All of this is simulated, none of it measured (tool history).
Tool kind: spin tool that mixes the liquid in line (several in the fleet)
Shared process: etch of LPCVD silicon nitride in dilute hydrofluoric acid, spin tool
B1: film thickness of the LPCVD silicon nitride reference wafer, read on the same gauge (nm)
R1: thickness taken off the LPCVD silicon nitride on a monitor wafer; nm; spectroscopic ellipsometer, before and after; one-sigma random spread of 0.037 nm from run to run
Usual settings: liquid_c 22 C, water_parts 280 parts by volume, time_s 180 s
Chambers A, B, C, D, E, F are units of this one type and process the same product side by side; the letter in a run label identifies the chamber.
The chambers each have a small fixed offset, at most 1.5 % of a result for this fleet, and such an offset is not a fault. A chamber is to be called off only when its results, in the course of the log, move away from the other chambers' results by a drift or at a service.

{"run": "1B", "hour": 5.3, "liquid_c": 22, "water_parts": 280, "time_s": 180, "B1": 79.997, "R1": 0.20382}
{"run": "2E", "hour": 8.8, "liquid_c": 22, "water_parts": 280, "time_s": 180, "B1": 79.998, "R1": 0.27316}
{"run": "3C", "hour": 12.9, "liquid_c": 22, "water_parts": 280, "time_s": 180, "B1": 79.988, "R1": 0.30425}
{"run": "4F", "hour": 15.6, "liquid_c": 22, "water_parts": 280, "time_s": 180, "B1": 80, "R1": 0.23705}
{"run": "5A", "hour": 19.7, "liquid_c": 22, "water_parts": 280, "time_s": 180, "B1": 80.049, "R1": 0.22951}
{"run": "6D", "hour": 23.0, "liquid_c": 22, "water_parts": 280, "time_s": 180, "B1": 80, "R1": 0.26439}
{"run": "7E", "hour": 25.7, "liquid_c": 22, "water_parts": 280, "time_s": 180, "B1": 79.988, "R1": 0.26653}
{"run": "8A", "hour": 29.2, "liquid_c": 22, "water_parts": 280, "time_s": 180, "B1": 79.992, "R1": 0.30391}
{"run": "9D", "hour": 32.4, "liquid_c": 22, "water_parts": 280, "time_s": 180, "B1": 79.99, "R1": 0.23911}
{"run": "10C", "hour": 35.0, "liquid_c": 22, "water_parts": 280, "time_s": 180, "B1": 79.998, "R1": 0.28054}
{"run": "11F", "hour": 39.6, "liquid_c": 22, "water_parts": 280, "time_s": 180, "B1": 79.991, "R1": 0.33307}
{"run": "12B", "hour": 45.1, "liquid_c": 22, "water_parts": 280, "time_s": 180, "B1": 80, "R1": 0.29701}
{"run": "13E", "hour": 49.5, "liquid_c": 22, "water_parts": 280, "time_s": 180, "B1": 79.974, "R1": 0.24973}
{"run": "14A", "hour": 53.3, "liquid_c": 22, "water_parts": 280, "time_s": 180, "B1": 79.983, "R1": 0.25341}
{"run": "15D", "hour": 57.8, "liquid_c": 22, "water_parts": 280, "time_s": 180, "B1": 79.986, "R1": 0.27298}
{"run": "16B", "hour": 62.4, "liquid_c": 22, "water_parts": 280, "time_s": 180, "B1": 80.015, "R1": 0.28432}
{"run": "17C", "hour": 65.4, "liquid_c": 22, "water_parts": 280, "time_s": 180, "B1": 80.017, "R1": 0.33175}
{"run": "18F", "hour": 70.1, "liquid_c": 22, "water_parts": 280, "time_s": 180, "B1": 79.994, "R1": 0.34013}
{"run": "19F", "hour": 74.5, "liquid_c": 22, "water_parts": 280, "time_s": 180, "B1": 79.982, "R1": 0.26918}
{"hour": 76.0, "done": "chamber B: hydrofluoric acid flow meter replaced"}
{"run": "20E", "hour": 79.0, "liquid_c": 22, "water_parts": 280, "time_s": 140, "B1": 79.969, "R1": 0.17857}
{"run": "21D", "hour": 82.7, "liquid_c": 22, "water_parts": 280, "time_s": 140, "B1": 79.989, "R1": 0.17742}
{"run": "22B", "hour": 86.5, "liquid_c": 22, "water_parts": 280, "time_s": 140, "B1": 79.988, "R1": 0.21507}
{"run": "23A", "hour": 90.1, "liquid_c": 22, "water_parts": 280, "time_s": 140, "B1": 80.015, "R1": 0.18981}
{"run": "24C", "hour": 94.3, "liquid_c": 22, "water_parts": 280, "time_s": 140, "B1": 79.998, "R1": 0.1818}
{"run": "25D", "hour": 99.0, "liquid_c": 22, "water_parts": 280, "time_s": 140, "B1": 79.991, "R1": 0.17823}
{"run": "26C", "hour": 103.2, "liquid_c": 20, "water_parts": 280, "time_s": 125, "B1": 80, "R1": 0.12966}
{"run": "27E", "hour": 108.2, "liquid_c": 20, "water_parts": 280, "time_s": 125, "B1": 80.004, "R1": 0.18076}
{"run": "28B", "hour": 112.6, "liquid_c": 20, "water_parts": 280, "time_s": 125, "B1": 80.035, "R1": 0.19695}
{"run": "29F", "hour": 118.1, "liquid_c": 20, "water_parts": 280, "time_s": 125, "B1": 79.983, "R1": 0.16337}
{"run": "30A", "hour": 123.2, "liquid_c": 20, "water_parts": 280, "time_s": 125, "B1": 79.984, "R1": 0.17198}
{"run": "31C", "hour": 126.2, "liquid_c": 20, "water_parts": 280, "time_s": 125, "B1": 80.007, "R1": 0.17403}
{"run": "32B", "hour": 131.5, "liquid_c": 22, "water_parts": 280, "time_s": 180, "B1": 80.009, "R1": 0.29252}
{"run": "33A", "hour": 136.4, "liquid_c": 22, "water_parts": 280, "time_s": 90, "B1": 79.995, "R1": 0.1173}
{"run": "34E", "hour": 139.3, "liquid_c": 22, "water_parts": 280, "time_s": 90, "B1": 80.034, "R1": 0.12826}
{"run": "35D", "hour": 144.3, "liquid_c": 22, "water_parts": 280, "time_s": 90, "B1": 79.967, "R1": 0.13124}
{"run": "36F", "hour": 147.9, "liquid_c": 22, "water_parts": 280, "time_s": 90, "B1": 80.026, "R1": 0.1393}
{"run": "37E", "hour": 151.4, "liquid_c": 22, "water_parts": 280, "time_s": 90, "B1": 80.046, "R1": 0.12532}
{"run": "38C", "hour": 154.7, "liquid_c": 22, "water_parts": 280, "time_s": 90, "B1": 80.003, "R1": 0.13813}
{"run": "39A", "hour": 159.9, "liquid_c": 22, "water_parts": 280, "time_s": 180, "B1": 79.994, "R1": 0.22711}

The same settings go to every chamber for the next run, one line per chamber below. Forecast the results for each:
{"run": "40A", "hour": 164.0, "liquid_c": 22, "water_parts": 280, "time_s": 180, "R1": "?"}
{"run": "40B", "hour": 164.0, "liquid_c": 22, "water_parts": 280, "time_s": 180, "R1": "?"}
{"run": "40C", "hour": 164.0, "liquid_c": 22, "water_parts": 280, "time_s": 180, "R1": "?"}
{"run": "40D", "hour": 164.0, "liquid_c": 22, "water_parts": 280, "time_s": 180, "R1": "?"}
{"run": "40E", "hour": 164.0, "liquid_c": 22, "water_parts": 280, "time_s": 180, "R1": "?"}
{"run": "40F", "hour": 164.0, "liquid_c": 22, "water_parts": 280, "time_s": 180, "R1": "?"}

run=40A R1=0.27741
run=40B R1=0.26831
run=40C R1=0.30824
run=40D R1=0.23095
run=40E R1=0.25909
run=40F R1=0.27237
